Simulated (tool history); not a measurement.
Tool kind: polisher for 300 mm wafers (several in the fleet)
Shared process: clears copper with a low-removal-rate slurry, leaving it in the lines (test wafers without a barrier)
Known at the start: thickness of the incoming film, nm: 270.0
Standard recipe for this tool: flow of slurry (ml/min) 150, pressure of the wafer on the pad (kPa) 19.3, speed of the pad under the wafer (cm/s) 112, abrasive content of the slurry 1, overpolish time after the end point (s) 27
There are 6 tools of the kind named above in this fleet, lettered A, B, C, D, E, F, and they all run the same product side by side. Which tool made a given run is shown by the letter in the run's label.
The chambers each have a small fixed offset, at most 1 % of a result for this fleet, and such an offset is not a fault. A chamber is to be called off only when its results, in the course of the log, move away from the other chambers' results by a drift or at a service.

| run | hour | flow of slurry (ml/min) | pressure of the wafer on the pad (kPa) | speed of the pad under the wafer (cm/s) | abrasive content of the slurry | overpolish time after the end point (s) | wafers polished on this pad | hours since the slurry nozzle was cleaned | hours since the head pressure was calibrated | hours since the slurry blender was calibrated | time until the end point was called (s) | dishing of a wide line in a test structure (Å) |
|---|---|---|---|---|---|---|---|---|---|---|---|---|
|  | 4.7 | chamber B: worn pad replaced by a new one |
|  | 9.6 | chamber C: worn pad replaced by a new one |
| 1F | 9.9 | 150 | 19.3 | 112 | 1 | 27 | 241 | 303.6 | 16.8 | 212.4 | 85.993 | 526.26 |
| 2A | 23.3 | 150 | 19.3 | 112 | 1 | 27 | 916 | 292.8 | 44.1 | 139.3 | 85.192 | 515.31 |
|  | 24.1 | chamber B: slurry nozzle cleaned |
|  | 30.4 | chamber A: worn pad replaced by a new one |
| 3C | 31.5 | 150 | 19.3 | 112 | 1 | 27 | 241 | 342.2 | 279.6 | 202.6 | 84.202 | 514.39 |
|  | 40.8 | chamber A: slurry blender recalibrated |
| 4E | 43.9 | 150 | 19.3 | 112 | 1 | 27 | 1023 | 60.4 | 372 | 354.4 | 87.053 | 509.28 |
|  | 50.2 | chamber E: worn pad replaced by a new one |
| 5B | 52.8 | 150 | 23.4 | 112 | 0.85 | 27 | 531 | 28.8 | 213 | 206.2 | 74.053 | 606.07 |
|  | 56.4 | chamber C: slurry blender recalibrated |
| 6D | 62.9 | 150 | 23.4 | 112 | 0.85 | 27 | 1111 | 611.1 | 524.5 | 129 | 73.998 | 591.65 |
| 7F | 70.4 | 150 | 23.4 | 112 | 0.85 | 27 | 909 | 364.1 | 77.3 | 272.9 | 73.57 | 592.41 |
|  | 79.8 | chamber F: worn pad replaced by a new one |
| 8D | 83.6 | 150 | 23.4 | 112 | 0.85 | 27 | 1339 | 631.8 | 545.2 | 149.7 | 72.612 | 594.6 |
|  | 88.3 | chamber B: slurry blender recalibrated |
|  | 91 | chamber B: worn pad replaced by a new one |
| 9B | 94.3 | 150 | 23.4 | 112 | 0.85 | 27 | 37 | 70.3 | 254.5 | 6 | 74.112 | 602.09 |
|  | 99.7 | chamber C: worn pad replaced by a new one |
| 10A | 100.8 | 150 | 23.4 | 112 | 0.85 | 27 | 777 | 370.3 | 121.6 | 60.1 | 72.964 | 604.85 |
|  | 102.3 | chamber F: slurry nozzle cleaned |
| 11E | 109.6 | 150 | 19.3 | 112 | 1 | 14 | 656 | 126.1 | 437.7 | 420.1 | 85.728 | 313.49 |
|  | 117.1 | chamber A: worn pad replaced by a new one |
| 12C | 122.7 | 150 | 19.3 | 112 | 1 | 14 | 254 | 433.4 | 370.8 | 66.3 | 86.218 | 312.01 |
| 13D | 135.7 | 150 | 19.3 | 112 | 1 | 14 | 1914 | 683.9 | 597.3 | 201.8 | 88.004 | 298.27 |
| 14E | 143.4 | 150 | 19.3 | 112 | 1 | 14 | 1029 | 159.9 | 471.5 | 453.9 | 85.889 | 301.89 |
|  | 145.8 | chamber E: worn pad replaced by a new one |
| 15A | 155.5 | 150 | 19.3 | 112 | 1 | 14 | 424 | 425 | 176.3 | 114.8 | 84.577 | 304.22 |
|  | 158.4 | chamber C: slurry nozzle cleaned |
| 16C | 163.1 | 150 | 19.3 | 112 | 1 | 14 | 700 | 4.8 | 411.2 | 106.7 | 85.779 | 309.65 |
|  | 166.8 | chamber F: worn pad replaced by a new one |
|  | 172.5 | chamber B: worn pad replaced by a new one |
| 17F | 173.6 | 150 | 19.3 | 112 | 1 | 27 | 75 | 71.3 | 180.5 | 376.1 | 85.856 | 518.88 |
|  | 181.4 | chamber A: slurry blender recalibrated |
| 18B | 184 | 150 | 19.3 | 112 | 1 | 27 | 127 | 160 | 344.2 | 95.7 | 85.874 | 521.24 |
| 19E | 193.6 | 150 | 19.3 | 112 | 1 | 27 | 527 | 210.1 | 521.7 | 504.1 | 85.381 | 525.44 |
|  | 200.8 | chamber E: slurry blender recalibrated |
| 20C | 205.9 | 150 | 19.3 | 112 | 1 | 27 | 1173 | 47.6 | 454 | 149.5 | 86.225 | 536.02 |
|  | 206.7 | chamber C: worn pad replaced by a new one |
|  | 207.1 | chamber A: worn pad replaced by a new one |
| 21B | 213.6 | 150 | 19.3 | 112 | 1 | 27 | 454 | 189.6 | 373.8 | 125.3 | 85.429 | 532.47 |
|  | 218.2 | chamber E: slurry nozzle cleaned |
| 22A | 227 | 150 | 19.3 | 112 | 1 | 27 | 220 | 496.5 | 247.8 | 45.7 | 86.043 | 545.56 |
|  | 228.9 | chamber D: slurry blender recalibrated |
| 23F | 238.6 | 150 | 19.3 | 112 | 1 | 27 | 793 | 136.3 | 245.5 | 441.1 | 86.658 | 516.24 |
| 24D | 251.3 | 150 | 19.3 | 112 | 1 | 27 | 3190 | 799.5 | 712.9 | 22.4 | 89.688 | 537 |
|  | 252.2 | chamber E: worn pad replaced by a new one |
|  | 255.8 | chamber F: worn pad replaced by a new one |
|  | 258.3 | chamber B: slurry nozzle cleaned |
| 25E | 261.1 | 165 | 19.3 | 112 | 0.9 | 27 | 98 | 42.9 | 589.2 | 60.3 | 87.554 | 547.7 |
| 26B | 267.4 | 165 | 19.3 | 112 | 0.9 | 27 | 1048 | 9.1 | 427.6 | 179.1 | 85.701 | 529.97 |
|  | 267.7 | chamber B: worn pad replaced by a new one |
|  | 276.1 | chamber F: slurry blender recalibrated |
| 27A | 277 | 165 | 19.3 | 112 | 0.9 | 27 | 772 | 546.5 | 297.8 | 95.7 | 86.638 | 516.81 |
| 28C | 284.9 | 165 | 19.3 | 112 | 0.9 | 27 | 863 | 126.6 | 533 | 228.5 | 86.508 | 523.27 |
|  | 285.1 | chamber C: head pressure recalibrated |
|  | 286.8 | chamber C: worn pad replaced by a new one |
|  | 288.3 | chamber C: slurry blender recalibrated |
|  | 295.8 | chamber A: worn pad replaced by a new one |
| 29F | 296.5 | 165 | 19.3 | 112 | 0.9 | 27 | 449 | 194.2 | 303.4 | 20.5 | 85.706 | 528.71 |
|  | 300.2 | chamber B: head pressure recalibrated |
| 30D | 305.6 | 165 | 19.3 | 112 | 0.9 | 27 | 3790 | 853.8 | 767.2 | 76.7 | 90.76 | 506.52 |
|  | 310.2 | chamber D: slurry nozzle cleaned |
| 31C | 316.8 | 150 | 19.3 | 144 | 1 | 27 | 331 | 158.5 | 31.7 | 28.5 | 66.684 | 646.67 |
| 32A | 328.8 | 150 | 19.3 | 144 | 1 | 27 | 365 | 598.3 | 349.6 | 147.5 | 67.687 | 638.56 |
|  | 329.2 | chamber A: slurry blender recalibrated |
| 33E | 335.2 | 150 | 19.3 | 144 | 1 | 27 | 916 | 117 | 663.3 | 134.4 | 67.158 | 644.21 |
|  | 337.1 | chamber E: worn pad replaced by a new one |
|  | 339.2 | chamber F: worn pad replaced by a new one |
| 34D | 343.9 | 150 | 19.3 | 144 | 1 | 27 | 4212 | 33.7 | 805.5 | 115 | 71.087 | 630.09 |
|  | 345.2 | chamber B: worn pad replaced by a new one |
|  | 353.3 | chamber B: slurry blender recalibrated |
| 35F | 354.5 | 150 | 19.3 | 144 | 1 | 27 | 169 | 252.2 | 361.4 | 78.5 | 68.345 | 630.25 |
|  | 357.3 | chamber D: head pressure recalibrated |
| 36B | 360.5 | 150 | 19.3 | 144 | 1 | 27 | 169 | 102.2 | 60.3 | 7.3 | 67.546 | 663.41 |
| 37B | 373.6 | 150 | 19.3 | 112 | 1 | 27 | 314 | 115.3 | 73.4 | 20.4 | 85.222 | 537.73 |
|  | 379.6 | chamber A: slurry nozzle cleaned |
| 38D | 380.1 | 150 | 19.3 | 96 | 1.2 | 27 | 4612 | 69.9 | 22.8 | 151.2 | 104.9 | 460.18 |
|  | 381.1 | chamber C: worn pad replaced by a new one |
|  | 385.5 | chamber A: worn pad replaced by a new one |
| 39E | 389.9 | 150 | 19.3 | 96 | 1.2 | 27 | 583 | 171.7 | 718 | 189.1 | 97.711 | 465.19 |
| 40A | 400 | 150 | 19.3 | 96 | 1.2 | 27 | 160 | 20.5 | 420.8 | 70.9 | 95.315 | 501.72 |
| 41F | 411.3 | 150 | 19.3 | 96 | 1.2 | 27 | 796 | 309 | 418.2 | 135.3 | 96.335 | 477.77 |
| 42C | 423.5 | 150 | 19.3 | 96 | 1.2 | 27 | 468 | 265.2 | 138.4 | 135.2 | 96.501 | 487.25 |

Which is it: a chamber that has drifted or been left off by a service, a gauge drift common to all chambers, or only each chamber's usual small offset? If a chamber is off, name it and its likeliest cause.

It is chamber D that slowly wanders off from its peers.
Cause: removal rate lost through wear of the pad, % = 9.32.

Below are 4 candidate recipes for chamber D's next run, each the usual settings with a change, their results shown as question marks. Which of them brings D's results back in line with what the other chambers give on the usual settings?
In line here means within this much of the mean the other chambers give on the usual settings: time until the end point was called (s) 3.4; dishing of a wide line in a test structure (Å) 39
| 43D-1 | 433.1 | 150 | 20 | 118 | 1 | 27 |  |  |  |  | ? | ? |
| 43D-2 | 433.1 | 150 | 20.7 | 122 | 1 | 27 |  |  |  |  | ? | ? |
| 43D-3 | 433.1 | 150 | 18.6 | 106 | 1 | 27 |  |  |  |  | ? | ? |
| 43D-4 | 433.1 | 150 | 17.9 | 104 | 1 | 27 |  |  |  |  | ? | ? |

On the usual settings, the other chambers give on average: time until the end point was called (s) 86.278; dishing of a wide line in a test structure (Å) 525.77
| run | time until the end point was called (s) | dishing of a wide line in a test structure (Å) |
|---|---|---|
| 43D-1 | 87.713 | 530.27 |
| 43D-2 | 82.047 | 559.31 |
| 43D-3 | 104.77 | 459.22 |
| 43D-4 | 110.83 | 437.89 |
43D-1 puts the chamber back in line with the other chambers.

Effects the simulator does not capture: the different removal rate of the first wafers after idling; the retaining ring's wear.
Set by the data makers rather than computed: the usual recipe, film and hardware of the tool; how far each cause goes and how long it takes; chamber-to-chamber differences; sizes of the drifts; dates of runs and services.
